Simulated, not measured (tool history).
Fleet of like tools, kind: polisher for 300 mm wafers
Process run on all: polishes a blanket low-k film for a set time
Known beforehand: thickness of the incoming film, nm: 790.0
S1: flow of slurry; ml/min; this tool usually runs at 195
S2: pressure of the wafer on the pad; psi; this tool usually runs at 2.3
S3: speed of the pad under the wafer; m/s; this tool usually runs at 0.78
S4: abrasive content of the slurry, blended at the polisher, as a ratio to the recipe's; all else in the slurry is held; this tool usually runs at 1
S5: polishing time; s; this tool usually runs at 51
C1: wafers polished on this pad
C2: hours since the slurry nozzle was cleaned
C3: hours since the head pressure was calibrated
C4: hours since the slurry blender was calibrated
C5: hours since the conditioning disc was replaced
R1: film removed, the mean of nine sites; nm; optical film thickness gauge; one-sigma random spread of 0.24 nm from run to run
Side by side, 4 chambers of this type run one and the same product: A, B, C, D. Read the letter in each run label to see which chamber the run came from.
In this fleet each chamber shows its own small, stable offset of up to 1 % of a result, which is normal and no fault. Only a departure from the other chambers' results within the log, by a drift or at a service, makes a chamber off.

{"hour": 8.7, "done": "chamber A: worn pad replaced by a new one"}
{"run": "1D", "hour": 12.7, "S1": 195, "S2": 2.3, "S3": 0.78, "S4": 1, "S5": 51, "C1": 1274, "C2": 164.9, "C3": 178.3, "C4": 346.6, "C5": 279.3, "R1": 21.473}
{"hour": 18.1, "done": "chamber D: worn pad replaced by a new one"}
{"run": "2B", "hour": 19.8, "S1": 195, "S2": 2.3, "S3": 0.78, "S4": 1, "S5": 51, "C1": 304, "C2": 554.3, "C3": 110.0, "C4": 27.3, "C5": 498.1, "R1": 21.891}
{"hour": 23.3, "done": "chamber D: slurry blender recalibrated"}
{"run": "3A", "hour": 30.3, "S1": 195, "S2": 2.3, "S3": 0.78, "S4": 1, "S5": 51, "C1": 246, "C2": 130.3, "C3": 134.6, "C4": 257.7, "C5": 224.5, "R1": 21.593}
{"hour": 33.6, "done": "chamber B: conditioning disc replaced and pad reconditioned"}
{"run": "4C", "hour": 36.6, "S1": 195, "S2": 2.3, "S3": 0.78, "S4": 1, "S5": 51, "C1": 857, "C2": 181.0, "C3": 668.5, "C4": 77.5, "C5": 464.6, "R1": 21.591}
{"run": "5D", "hour": 44.7, "S1": 195, "S2": 2.3, "S3": 0.78, "S4": 1, "S5": 51, "C1": 303, "C2": 196.9, "C3": 210.3, "C4": 21.4, "C5": 311.3, "R1": 21.506}
{"run": "6C", "hour": 53.6, "S1": 195, "S2": 2.3, "S3": 0.78, "S4": 1, "S5": 51, "C1": 1051, "C2": 198.0, "C3": 685.5, "C4": 94.5, "C5": 481.6, "R1": 21.747}
{"run": "7A", "hour": 61.8, "S1": 245, "S2": 1.6, "S3": 0.78, "S4": 1, "S5": 51, "C1": 606, "C2": 161.8, "C3": 166.1, "C4": 289.2, "C5": 256.0, "R1": 15.762}
{"hour": 67.0, "done": "chamber C: worn pad replaced by a new one"}
{"hour": 68.1, "done": "chamber B: worn pad replaced by a new one"}
{"run": "8B", "hour": 73.2, "S1": 245, "S2": 1.6, "S3": 0.78, "S4": 1, "S5": 51, "C1": 58, "C2": 607.7, "C3": 163.4, "C4": 80.7, "C5": 39.7, "R1": 15.671}
{"run": "9C", "hour": 81.5, "S1": 245, "S2": 1.6, "S3": 0.78, "S4": 1, "S5": 51, "C1": 165, "C2": 225.9, "C3": 713.4, "C4": 122.4, "C5": 509.5, "R1": 15.431}
{"hour": 82.7, "done": "chamber A: worn pad replaced by a new one"}
{"run": "10B", "hour": 88.8, "S1": 245, "S2": 1.6, "S3": 0.78, "S4": 1, "S5": 51, "C1": 236, "C2": 623.3, "C3": 179.0, "C4": 96.3, "C5": 55.3, "R1": 15.507}
{"run": "11A", "hour": 96.4, "S1": 195, "S2": 2.3, "S3": 0.78, "S4": 1, "S5": 51, "C1": 157, "C2": 196.4, "C3": 200.7, "C4": 323.8, "C5": 290.6, "R1": 21.762}
{"run": "12D", "hour": 106.6, "S1": 195, "S2": 2.3, "S3": 0.78, "S4": 1, "S5": 51, "C1": 1009, "C2": 258.8, "C3": 272.2, "C4": 83.3, "C5": 373.2, "R1": 21.872}
{"hour": 113.1, "done": "chamber A: conditioning disc replaced and pad reconditioned"}
{"run": "13C", "hour": 115.1, "S1": 215, "S2": 2.3, "S3": 0.78, "S4": 1, "S5": 51, "C1": 549, "C2": 259.5, "C3": 747.0, "C4": 156.0, "C5": 543.1, "R1": 21.852}
{"run": "14B", "hour": 122.4, "S1": 215, "S2": 2.3, "S3": 0.78, "S4": 1, "S5": 51, "C1": 619, "C2": 656.9, "C3": 212.6, "C4": 129.9, "C5": 88.9, "R1": 21.851}
{"hour": 129.5, "done": "chamber D: worn pad replaced by a new one"}
{"run": "15A", "hour": 129.8, "S1": 215, "S2": 2.3, "S3": 0.78, "S4": 1, "S5": 51, "C1": 538, "C2": 229.8, "C3": 234.1, "C4": 357.2, "C5": 16.8, "R1": 22.189}
{"hour": 131.7, "done": "chamber A: slurry blender recalibrated"}
{"hour": 140.4, "done": "chamber B: worn pad replaced by a new one"}
{"run": "16D", "hour": 141.9, "S1": 215, "S2": 2.3, "S3": 0.78, "S4": 1, "S5": 51, "C1": 142, "C2": 294.1, "C3": 307.5, "C4": 118.6, "C5": 408.5, "R1": 21.707}
{"hour": 152.8, "done": "chamber C: conditioning disc replaced and pad reconditioned"}
{"run": "17B", "hour": 154.1, "S1": 195, "S2": 2.3, "S3": 0.78, "S4": 1, "S5": 51, "C1": 157, "C2": 688.6, "C3": 244.3, "C4": 161.6, "C5": 120.6, "R1": 22.047}
{"hour": 158.3, "done": "chamber C: worn pad replaced by a new one"}
{"hour": 164.0, "done": "chamber A: worn pad replaced by a new one"}
{"run": "18C", "hour": 165.8, "S1": 195, "S2": 2.3, "S3": 0.78, "S4": 1, "S5": 51, "C1": 86, "C2": 310.2, "C3": 797.7, "C4": 206.7, "C5": 13.0, "R1": 20.983}
{"run": "19A", "hour": 175.6, "S1": 195, "S2": 2.3, "S3": 0.78, "S4": 1, "S5": 51, "C1": 132, "C2": 275.6, "C3": 279.9, "C4": 43.9, "C5": 62.6, "R1": 21.296}
{"run": "20D", "hour": 185.1, "S1": 195, "S2": 2.3, "S3": 0.78, "S4": 1, "S5": 51, "C1": 635, "C2": 337.3, "C3": 350.7, "C4": 161.8, "C5": 451.7, "R1": 21.224}
{"hour": 189.7, "done": "chamber A: head pressure recalibrated"}
{"run": "21A", "hour": 191.6, "S1": 195, "S2": 2.3, "S3": 0.78, "S4": 1, "S5": 51, "C1": 314, "C2": 291.6, "C3": 1.9, "C4": 59.9, "C5": 78.6, "R1": 21.38}
{"run": "22D", "hour": 203.8, "S1": 195, "S2": 2.3, "S3": 0.78, "S4": 1, "S5": 51, "C1": 848, "C2": 356.0, "C3": 369.4, "C4": 180.5, "C5": 470.4, "R1": 21.19}
{"run": "23C", "hour": 214.1, "S1": 195, "S2": 2.3, "S3": 0.78, "S4": 1, "S5": 51, "C1": 637, "C2": 358.5, "C3": 846.0, "C4": 255.0, "C5": 61.3, "R1": 20.99}
{"hour": 220.9, "done": "chamber B: worn pad replaced by a new one"}
{"run": "24B", "hour": 224.6, "S1": 195, "S2": 2.3, "S3": 0.78, "S4": 1, "S5": 51, "C1": 42, "C2": 759.1, "C3": 314.8, "C4": 232.1, "C5": 191.1, "R1": 21.635}
{"hour": 225.5, "done": "chamber D: conditioning disc replaced and pad reconditioned"}
{"run": "25C", "hour": 234.6, "S1": 195, "S2": 2.3, "S3": 0.78, "S4": 1, "S5": 51, "C1": 871, "C2": 379.0, "C3": 866.5, "C4": 275.5, "C5": 81.8, "R1": 20.452}
{"hour": 243.2, "done": "chamber D: worn pad replaced by a new one"}
{"run": "26B", "hour": 248.1, "S1": 195, "S2": 2.3, "S3": 0.78, "S4": 1, "S5": 51, "C1": 311, "C2": 782.6, "C3": 338.3, "C4": 255.6, "C5": 214.6, "R1": 21.686}
{"hour": 253.5, "done": "chamber A: worn pad replaced by a new one"}
{"hour": 259.7, "done": "chamber C: worn pad replaced by a new one"}
{"run": "27D", "hour": 262.2, "S1": 195, "S2": 2.3, "S3": 0.78, "S4": 1, "S5": 51, "C1": 217, "C2": 414.4, "C3": 427.8, "C4": 238.9, "C5": 36.7, "R1": 21.778}
{"run": "28A", "hour": 272.0, "S1": 195, "S2": 2.3, "S3": 0.78, "S4": 1, "S5": 51, "C1": 212, "C2": 372.0, "C3": 82.3, "C4": 140.3, "C5": 159.0, "R1": 21.479}
{"run": "29D", "hour": 280.0, "S1": 195, "S2": 2.3, "S3": 0.78, "S4": 1, "S5": 51, "C1": 420, "C2": 432.2, "C3": 445.6, "C4": 256.7, "C5": 54.5, "R1": 21.42}
{"run": "30C", "hour": 290.9, "S1": 195, "S2": 2.3, "S3": 0.78, "S4": 1, "S5": 51, "C1": 356, "C2": 435.3, "C3": 922.8, "C4": 331.8, "C5": 138.1, "R1": 20.176}
{"hour": 295.1, "done": "chamber B: slurry nozzle cleaned"}
{"hour": 296.8, "done": "chamber B: worn pad replaced by a new one"}
{"hour": 304.0, "done": "chamber C: slurry blender recalibrated"}
{"run": "31A", "hour": 304.8, "S1": 195, "S2": 2.3, "S3": 0.58, "S4": 1, "S5": 42, "C1": 586, "C2": 404.8, "C3": 115.1, "C4": 173.1, "C5": 191.8, "R1": 14.231}
{"run": "32B", "hour": 318.5, "S1": 195, "S2": 2.3, "S3": 0.58, "S4": 1, "S5": 42, "C1": 248, "C2": 23.5, "C3": 408.7, "C4": 326.0, "C5": 285.0, "R1": 14.556}
{"run": "33C", "hour": 328.3, "S1": 195, "S2": 2.3, "S3": 0.58, "S4": 1, "S5": 42, "C1": 782, "C2": 472.7, "C3": 960.2, "C4": 24.3, "C5": 175.5, "R1": 13.009}
{"hour": 330.2, "done": "chamber A: worn pad replaced by a new one"}
{"run": "34D", "hour": 335.6, "S1": 195, "S2": 2.3, "S3": 0.58, "S4": 1, "S5": 42, "C1": 1054, "C2": 487.8, "C3": 501.2, "C4": 312.3, "C5": 110.1, "R1": 13.81}
{"run": "35A", "hour": 349.8, "S1": 195, "S2": 2.3, "S3": 0.78, "S4": 1, "S5": 51, "C1": 224, "C2": 449.8, "C3": 160.1, "C4": 218.1, "C5": 236.8, "R1": 21.577}
{"run": "36B", "hour": 360.5, "S1": 195, "S2": 2.3, "S3": 0.78, "S4": 1, "S5": 51, "C1": 727, "C2": 65.5, "C3": 450.7, "C4": 368.0, "C5": 327.0, "R1": 21.546}
{"hour": 362.2, "done": "chamber D: worn pad replaced by a new one"}
{"hour": 363.0, "done": "chamber A: slurry nozzle cleaned"}
{"hour": 368.7, "done": "chamber D: slurry blender recalibrated"}
{"run": "37D", "hour": 370.4, "S1": 195, "S2": 2.3, "S3": 0.78, "S4": 1, "S5": 51, "C1": 94, "C2": 522.6, "C3": 536.0, "C4": 1.7, "C5": 144.9, "R1": 21.512}
{"hour": 371.0, "done": "chamber C: worn pad replaced by a new one"}
{"hour": 378.3, "done": "chamber B: slurry blender recalibrated"}
{"run": "38B", "hour": 382.1, "S1": 195, "S2": 2.3, "S3": 0.78, "S4": 1, "S5": 51, "C1": 973, "C2": 87.1, "C3": 472.3, "C4": 3.9, "C5": 348.6, "R1": 21.504}
{"run": "39C", "hour": 394.8, "S1": 195, "S2": 2.3, "S3": 0.78, "S4": 1, "S5": 51, "C1": 272, "C2": 539.2, "C3": 1026.7, "C4": 90.8, "C5": 242.0, "R1": 19.647}
{"run": "40A", "hour": 404.3, "S1": 195, "S2": 2.3, "S3": 0.78, "S4": 1, "S5": 51, "C1": 846, "C2": 41.3, "C3": 214.6, "C4": 272.6, "C5": 291.3, "R1": 21.927}

Is one chamber off against the others, does the gauge drift, or is nothing wrong? If a chamber is off, say which, and what the likeliest cause is.

It is chamber C that slowly wanders off from its peers.
Cause: head's pressure below its setpoint, % = 10.4.
With only this log, it may be confused with: slurry flow missing at the pad, %.

Below are 4 candidate recipes for chamber C's next run, each the usual settings with a change, their results shown as question marks. Which of them brings C's results back in line with what the other chambers give on the usual settings?
To be in line, a result may differ from the other chambers' mean on the usual settings by at most: R1 0.830 nm
{"run": "41C-1", "hour": 414.7, "S1": 195, "S2": 2.3, "S3": 0.8, "S4": 1.0, "S5": 52, "R1": "?"}
{"run": "41C-2", "hour": 414.7, "S1": 195, "S2": 2.3, "S3": 0.76, "S4": 1.0, "S5": 50, "R1": "?"}
{"run": "41C-3", "hour": 414.7, "S1": 195, "S2": 2.3, "S3": 0.78, "S4": 0.95, "S5": 46, "R1": "?"}
{"run": "41C-4", "hour": 414.7, "S1": 195, "S2": 2.3, "S3": 0.82, "S4": 1.0, "S5": 55, "R1": "?"}

On the usual settings, the other chambers give on average: R1 21.724 nm
run=41C-1 R1=20.158
run=41C-2 R1=18.600
run=41C-3 R1=17.073
run=41C-4 R1=21.747
With 41C-4, the chamber falls back in line with the rest.
